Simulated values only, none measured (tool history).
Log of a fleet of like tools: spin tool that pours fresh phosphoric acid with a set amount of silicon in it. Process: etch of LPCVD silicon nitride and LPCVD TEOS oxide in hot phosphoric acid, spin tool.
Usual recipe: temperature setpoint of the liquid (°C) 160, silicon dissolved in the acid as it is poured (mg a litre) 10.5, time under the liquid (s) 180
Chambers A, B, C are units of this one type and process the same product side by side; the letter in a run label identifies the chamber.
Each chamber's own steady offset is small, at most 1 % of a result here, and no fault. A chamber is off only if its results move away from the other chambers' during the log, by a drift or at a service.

run   hour  temperature setpoint of the liquid (°C)  silicon dissolved in the acid as it is poured (mg a litre)  time under the liquid (s)  hours since the thermometer was replaced  hours since the dissolved silicon flow meter was replaced  hours since the heated supply line was repaired  read-back film thickness of the LPCVD silicon nitride reference wafer, read on the same gauge (nm)  read-back film thickness of the LPCVD TEOS oxide reference wafer, read on the same gauge (nm)  thickness taken off the LPCVD silicon nitride on a monitor wafer (nm)  thickness taken off the LPCVD TEOS oxide on a monitor wafer (nm)
       8.3  -- chamber A: thermometer replaced
 1B   15.3                                      160                                                        10.5                        180                                      98.5                                                      746.5                                           1777.3                                                                                              90.012                                                                                         129.98                                                                 15.599                                                           0.49335
 2C   29.7                                      160                                                        10.5                        180                                    1232.6                                                      217.8                                            587.5                                                                                              89.971                                                                                         130.02                                                                 15.744                                                           0.49132
 3A   42.8                                      160                                                        10.5                        180                                      34.5                                                     1015.2                                           2510.7                                                                                              90.017                                                                                         129.99                                                                 15.661                                                           0.51658
 4B   59.5                                      160                                                        10.5                        180                                     142.7                                                      790.7                                           1821.5                                                                                              89.995                                                                                         129.98                                                                 15.452                                                           0.47153
 5A     73                                      160                                                        10.5                        180                                      64.7                                                     1045.4                                           2540.9                                                                                              89.982                                                                                         129.99                                                                 15.404                                                            0.5755
 6C   87.2                                      160                                                        10.5                        180                                    1290.1                                                      275.3                                              645                                                                                              90.001                                                                                         130.01                                                                 15.787                                                            0.5305
 7A   95.2                                      160                                                        10.5                         80                                      86.9                                                     1067.6                                           2563.1                                                                                              90.032                                                                                         129.97                                                                   6.95                                                           0.23719
 8C  109.1                                      160                                                        10.5                         80                                      1312                                                      297.2                                            666.9                                                                                              89.967                                                                                         130.01                                                                 6.8778                                                           0.20458
     115.1  -- chamber B: dissolved silicon flow meter replaced
 9B  117.6                                      160                                                        10.5                         80                                     200.8                                                        2.6                                           1879.6                                                                                              90.035                                                                                         130.02                                                                 6.9007                                                           0.21869
10C  125.5                                      160                                                        10.5                        180                                    1328.4                                                      313.6                                            683.3                                                                                              90.012                                                                                         129.97                                                                 15.316                                                           0.50584
       137  -- chamber A: dissolved silicon flow meter replaced
11B  139.1                                      160                                                        10.5                        180                                     222.3                                                       24.1                                           1901.1                                                                                              89.954                                                                                         130.02                                                                 15.664                                                           0.52515
12A  154.2                                      160                                                        10.5                        180                                     145.9                                                       17.2                                           2622.1                                                                                              89.972                                                                                         130.02                                                                 15.613                                                           0.51118
13B  163.9                                      160                                                        10.5                        180                                     247.1                                                       48.9                                           1925.9                                                                                              89.974                                                                                         129.99                                                                 15.618                                                           0.51939
14C  178.5                                    161.5                                                        10.5                        180                                    1381.4                                                      366.6                                            736.3                                                                                              89.975                                                                                         130.02                                                                 15.857                                                           0.47979
15A  192.1                                    161.5                                                        10.5                        180                                     183.8                                                       55.1                                             2660                                                                                              90.013                                                                                         129.99                                                                 16.447                                                           0.51467
16C  206.9                                    161.5                                                        10.5                        180                                    1409.8                                                        395                                            764.7                                                                                              89.992                                                                                         129.97                                                                 15.806                                                           0.43276
17B  216.2                                      160                                                        10.5                        180                                     299.4                                                      101.2                                           1978.2                                                                                              89.946                                                                                         129.99                                                                  15.59                                                           0.53369
     223.8  -- chamber A: heated supply line repaired
18A  228.5                                      160                                                        10.5                        180                                     220.2                                                       91.5                                              4.8                                                                                               89.98                                                                                            130                                                                 15.504                                                           0.56211
19A  244.4                                      160                                                         7.5                        220                                     236.1                                                      107.4                                             20.7                                                                                              90.013                                                                                         129.98                                                                 19.087                                                           0.71012
20B  252.3                                      160                                                         7.5                        220                                     335.5                                                      137.3                                           2014.3                                                                                              90.012                                                                                         129.99                                                                 19.005                                                           0.64618
21C  267.1                                      160                                                         7.5                        220                                      1470                                                      455.2                                            824.9                                                                                              90.008                                                                                         129.99                                                                 18.006                                                           0.58183
22A  276.1                                    157.5                                                        18.5                        180                                     267.8                                                      139.1                                             52.4                                                                                              90.002                                                                                         130.02                                                                   14.5                                                           0.37347
23C  291.2                                    157.5                                                        18.5                        180                                    1494.1                                                      479.3                                              849                                                                                              89.982                                                                                            130                                                                 13.403                                                           0.26362

Each of the 3 chambers runs these same settings next. Fill in every chamber's results:
24A  303.2                                      160                                                        10.5                        180                                                                                                                                                                                                                                                                                                                                                                                                                               ?                                                                 ?
24B  303.2                                      160                                                        10.5                        180                                                                                                                                                                                                                                                                                                                                                                                                                               ?                                                                 ?
24C  303.2                                      160                                                        10.5                        180                                                                                                                                                                                                                                                                                                                                                                                                                               ?                                                                 ?

run  thickness taken off the LPCVD silicon nitride on a monitor wafer (nm)  thickness taken off the LPCVD TEOS oxide on a monitor wafer (nm)
24A                                                                 15.702                                                           0.51059
24B                                                                 15.385                                                           0.49876
24C                                                                 14.618                                                           0.44056
